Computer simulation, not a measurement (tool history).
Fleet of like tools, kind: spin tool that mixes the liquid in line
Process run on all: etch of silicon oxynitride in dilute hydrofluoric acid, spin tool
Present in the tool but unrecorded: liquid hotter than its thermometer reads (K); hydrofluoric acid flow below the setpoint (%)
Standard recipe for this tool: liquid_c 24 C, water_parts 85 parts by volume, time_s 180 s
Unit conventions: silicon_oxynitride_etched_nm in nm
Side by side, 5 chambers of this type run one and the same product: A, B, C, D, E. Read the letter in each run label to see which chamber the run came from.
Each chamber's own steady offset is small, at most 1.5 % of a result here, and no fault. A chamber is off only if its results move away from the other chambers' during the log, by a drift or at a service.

run,hour,liquid_c,water_parts,time_s,hours since the thermometer was replaced,hours since the hydrofluoric acid flow meter was replaced,"read-back film thickness of the silicon oxynitride reference wafer, read on the same gauge (nm)",silicon_oxynitride_etched_nm
1D,11.5,24,85,180,569.1,1780.6,139.96,9.5115
2B,18.6,24,85,180,522.8,988.2,140.00,9.4930
3E,30.9,24,85,180,382.6,573.3,139.99,9.5191
4A,44.8,24,85,180,1403.5,899.1,139.97,9.5656
5C,51.9,24,100,180,71.4,345.0,139.99,7.9770
6D,61.9,24,100,180,619.5,1831.0,140.00,7.9127
7A,69.6,24,100,180,1428.3,923.9,140.03,8.0439
8C,80.8,24,100,180,100.3,373.9,139.98,8.0920
9E,88.4,24,100,180,440.1,630.8,139.97,7.9996
10B,96.5,24,85,180,600.7,1066.1,140.00,9.5787
11A,110.1,24,85,180,1468.8,964.4,139.99,9.5576
# hour 113.0: chamber B: hydrofluoric acid flow meter replaced
12B,117.0,26,45,180,621.2,4.1,140.00,20.6980
13C,129.6,26,45,180,149.1,422.7,140.00,20.9290
14E,140.1,26,45,180,491.8,682.5,139.99,20.6980
15D,146.2,26,45,180,703.8,1915.3,139.99,20.4930
16C,154.8,26,45,180,174.3,447.9,139.98,20.7560
17A,162.6,24,85,180,1521.3,1016.9,140.02,9.6603
# hour 169.7: chamber B: thermometer replaced
18D,169.8,24,85,180,727.4,1938.9,140.02,9.3367
19E,181.2,24,85,180,532.9,723.6,139.99,9.5671
20B,192.8,24,85,145,23.1,79.9,139.99,7.6559
21B,198.9,24,85,145,29.2,86.0,139.99,7.6962
22E,205.5,24,85,145,557.2,747.9,140.02,7.6484
23D,215.5,24,85,145,773.1,1984.6,139.99,7.5898
24A,227.4,24,85,145,1586.1,1081.7,139.99,7.7745
25C,241.4,24,85,180,260.9,534.5,139.99,9.6244
26A,254.6,24,85,180,1613.3,1108.9,140.01,9.5064
27D,268.2,24,85,180,825.8,2037.3,140.00,9.6071
28E,274.5,24,85,180,626.2,816.9,140.01,9.4991
29C,281.6,24,85,180,301.1,574.7,139.97,9.6856
30B,292.9,24,85,180,123.2,180.0,139.99,9.7072
31E,304.1,24,85,180,655.8,846.5,140.01,9.5010

Predict what each chamber gives when all 5 of them run the settings below next.
32A,314.2,22,85,180,,,,?
32B,314.2,22,85,180,,,,?
32C,314.2,22,85,180,,,,?
32D,314.2,22,85,180,,,,?
32E,314.2,22,85,180,,,,?

run,silicon_oxynitride_etched_nm
32A,8.7027
32B,8.6795
32C,8.7425
32D,8.5343
32E,8.5958
